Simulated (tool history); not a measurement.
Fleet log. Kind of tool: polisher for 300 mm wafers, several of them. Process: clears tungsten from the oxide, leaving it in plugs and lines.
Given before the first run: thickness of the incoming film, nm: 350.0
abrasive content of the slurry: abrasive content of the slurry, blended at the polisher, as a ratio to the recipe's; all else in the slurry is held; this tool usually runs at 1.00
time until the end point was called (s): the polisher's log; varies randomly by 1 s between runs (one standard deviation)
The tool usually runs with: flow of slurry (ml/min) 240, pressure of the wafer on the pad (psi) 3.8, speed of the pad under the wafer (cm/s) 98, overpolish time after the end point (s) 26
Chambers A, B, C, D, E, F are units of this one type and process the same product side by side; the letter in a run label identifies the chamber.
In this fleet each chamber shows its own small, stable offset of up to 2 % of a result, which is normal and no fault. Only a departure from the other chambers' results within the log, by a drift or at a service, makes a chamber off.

run,hour,flow of slurry (ml/min),pressure of the wafer on the pad (psi),speed of the pad under the wafer (cm/s),abrasive content of the slurry,overpolish time after the end point (s),wafers polished on this pad,hours since the slurry nozzle was cleaned,hours since the head pressure was calibrated,hours since the slurry blender was calibrated,hours since the slurry got fresh peroxide,time until the end point was called (s)
# hour 1.5: chamber A: worn pad replaced by a new one
# hour 4.6: chamber C: worn pad replaced by a new one
1C,9.0,240,3.8,98,1.00,26,42,785.2,704.4,98.7,49.8,71.663
2F,17.1,240,3.8,98,1.00,26,406,676.6,454.3,51.4,52.3,70.583
# hour 23.7: chamber E: worn pad replaced by a new one
3E,24.6,240,3.8,98,1.00,26,8,218.0,254.0,302.3,90.1,72.043
# hour 26.1: chamber B: slurry tank refilled with fresh slurry and peroxide
# hour 28.2: chamber F: slurry nozzle cleaned
# hour 33.4: chamber B: worn pad replaced by a new one
4A,35.3,240,3.8,98,1.00,26,320,404.7,132.6,39.1,112.0,71.345
# hour 36.7: chamber F: worn pad replaced by a new one
5B,44.2,265,3.3,98,1.00,26,103,471.4,1422.6,160.0,18.1,81.103
6D,50.3,265,3.3,98,1.00,26,484,524.8,126.4,89.3,140.5,80.592
# hour 55.7: chamber C: slurry nozzle cleaned
7E,55.7,265,3.3,98,1.00,26,303,249.1,285.1,333.4,121.2,80.499
8A,61.3,265,3.3,98,1.00,26,567,430.7,158.6,65.1,138.0,81.001
# hour 62.8: chamber F: slurry tank refilled with fresh slurry and peroxide
# hour 63.7: chamber D: slurry tank refilled with fresh slurry and peroxide
# hour 64.1: chamber B: head pressure recalibrated
9B,69.5,265,3.3,98,1.00,26,343,496.7,5.5,185.3,43.4,79.728
# hour 70.2: chamber F: slurry blender recalibrated
# hour 73.4: chamber C: head pressure recalibrated
10C,76.4,265,3.3,98,1.00,26,681,20.7,3.0,166.1,117.2,80.626
# hour 78.8: chamber C: slurry tank refilled with fresh slurry and peroxide
# hour 80.0: chamber F: head pressure recalibrated
# hour 87.8: chamber D: worn pad replaced by a new one
11F,88.1,240,3.8,98,1.00,26,487,59.9,8.1,18.0,25.4,69.845
# hour 97.8: chamber A: worn pad replaced by a new one
12D,97.8,240,3.8,80,0.80,26,95,572.3,173.9,136.8,34.1,92.924
# hour 100.5: chamber B: slurry tank refilled with fresh slurry and peroxide
# hour 102.6: chamber E: slurry blender recalibrated
13B,103.7,240,3.8,80,0.80,26,667,530.9,39.7,219.5,3.3,92.778
# hour 104.1: chamber F: worn pad replaced by a new one
# hour 104.3: chamber B: worn pad replaced by a new one
14A,111.8,240,3.8,80,0.80,26,132,481.2,209.1,115.6,188.5,92.325
# hour 112.8: chamber A: slurry tank refilled with fresh slurry and peroxide
# hour 114.6: chamber E: worn pad replaced by a new one
# hour 116.6: chamber E: slurry tank refilled with fresh slurry and peroxide
# hour 117.0: chamber C: worn pad replaced by a new one
15D,119.3,240,3.8,80,0.80,26,299,593.8,195.4,158.3,55.6,92.118
# hour 128.0: chamber D: slurry blender recalibrated
16E,129.9,240,3.8,80,0.80,26,145,323.3,359.3,27.3,13.3,92.081
# hour 137.9: chamber C: slurry blender recalibrated
17C,140.1,240,3.8,80,0.80,26,219,84.4,66.7,2.3,61.3,92.205
# hour 142.5: chamber F: slurry tank refilled with fresh slurry and peroxide
18F,149.7,240,3.8,98,1.00,26,433,121.5,69.7,79.6,7.3,71.767
19F,155.6,240,3.8,98,1.00,26,489,127.4,75.6,85.5,13.2,71.712
20B,161.1,240,3.8,84,0.70,26,539,588.3,97.1,276.9,60.7,88.991
# hour 163.3: chamber D: worn pad replaced by a new one
# hour 163.7: chamber B: slurry tank refilled with fresh slurry and peroxide
21D,170.8,240,3.8,84,0.70,26,71,645.3,246.9,42.9,107.1,88.776
# hour 171.5: chamber B: worn pad replaced by a new one
# hour 171.6: chamber A: worn pad replaced by a new one
# hour 176.6: chamber F: slurry blender recalibrated
# hour 177.3: chamber F: worn pad replaced by a new one
# hour 179.1: chamber C: slurry tank refilled with fresh slurry and peroxide
22A,182.1,240,3.8,84,0.70,26,100,551.5,279.4,185.9,69.4,88.278
23E,191.3,240,3.8,84,0.70,26,728,384.7,420.7,88.7,74.7,91.217
# hour 197.9: chamber E: worn pad replaced by a new one
24C,200.4,240,3.8,84,0.70,26,791,144.7,127.0,62.6,21.4,91.269
# hour 203.1: chamber D: slurry tank refilled with fresh slurry and peroxide
25F,212.2,240,3.8,84,0.70,26,331,184.0,132.2,35.7,69.8,90.702
26D,217.4,240,3.8,98,1.00,26,513,691.9,293.5,89.5,14.3,70.318
# hour 220.4: chamber C: worn pad replaced by a new one
# hour 224.3: chamber B: slurry tank refilled with fresh slurry and peroxide
27E,229.1,240,3.8,98,1.00,26,296,422.5,458.5,126.5,112.5,69.558
# hour 236.0: chamber F: worn pad replaced by a new one
# hour 237.2: chamber B: worn pad replaced by a new one
28C,240.0,240,3.8,98,1.00,26,186,184.3,166.6,102.2,61.0,69.724
# hour 240.4: chamber D: worn pad replaced by a new one
# hour 241.9: chamber F: slurry tank refilled with fresh slurry and peroxide
# hour 248.2: chamber A: worn pad replaced by a new one
29B,251.6,240,3.8,98,1.00,26,137,678.8,187.6,367.4,27.4,70.533
30A,259.5,240,3.8,98,1.00,26,107,628.9,356.8,263.3,146.8,72.871
31D,266.6,240,3.8,98,1.30,26,248,741.1,342.7,138.7,63.5,67.852
32A,272.1,240,3.8,98,1.30,26,226,641.5,369.4,275.9,159.4,67.433
# hour 275.4: chamber D: slurry nozzle cleaned
33B,278.0,240,3.8,98,1.30,26,387,705.2,214.0,393.8,53.8,66.366
# hour 279.4: chamber F: slurry blender recalibrated
# hour 284.2: chamber C: slurry tank refilled with fresh slurry and peroxide
34C,284.4,240,3.8,98,1.30,26,607,228.7,211.0,146.6,0.2,65.908
# hour 285.5: chamber D: slurry blender recalibrated
# hour 290.3: chamber A: slurry tank refilled with fresh slurry and peroxide
# hour 290.9: chamber E: worn pad replaced by a new one
# hour 291.8: chamber B: slurry tank refilled with fresh slurry and peroxide
# hour 294.0: chamber B: slurry blender recalibrated
35E,294.4,240,3.8,98,1.30,26,33,487.8,523.8,191.8,177.8,66.275
# hour 300.1: chamber F: worn pad replaced by a new one
36F,302.9,240,3.8,98,1.30,26,26,274.7,222.9,23.6,61.1,68.058
# hour 306.6: chamber B: worn pad replaced by a new one
37B,310.7,240,3.8,98,1.00,26,39,737.9,246.7,16.8,19.0,71.710
# hour 312.2: chamber D: worn pad replaced by a new one
# hour 313.3: chamber E: slurry tank refilled with fresh slurry and peroxide
# hour 316.2: chamber A: slurry nozzle cleaned
38D,319.8,240,3.8,98,1.00,26,72,44.5,395.9,34.3,116.7,70.982
39E,327.7,240,3.8,98,1.00,26,349,521.1,557.1,225.1,14.5,72.000
# hour 330.9: chamber C: slurry blender recalibrated
# hour 333.9: chamber A: worn pad replaced by a new one
40C,336.1,240,3.8,98,1.00,26,1097,280.4,262.7,5.2,51.9,71.382
# hour 339.4: chamber A: slurry blender recalibrated
41A,344.6,240,3.8,98,1.00,26,101,28.5,441.9,5.2,54.3,70.186

Next, every chamber runs the same settings. What will each give?
42A,353.1,240,3.8,98,1.15,26,,,,,,?
42B,353.1,240,3.8,98,1.15,26,,,,,,?
42C,353.1,240,3.8,98,1.15,26,,,,,,?
42D,353.1,240,3.8,98,1.15,26,,,,,,?
42E,353.1,240,3.8,98,1.15,26,,,,,,?
42F,353.1,240,3.8,98,1.15,26,,,,,,?

run,time until the end point was called (s)
42A,67.727
42B,68.017
42C,70.003
42D,68.607
42E,70.566
42F,69.339
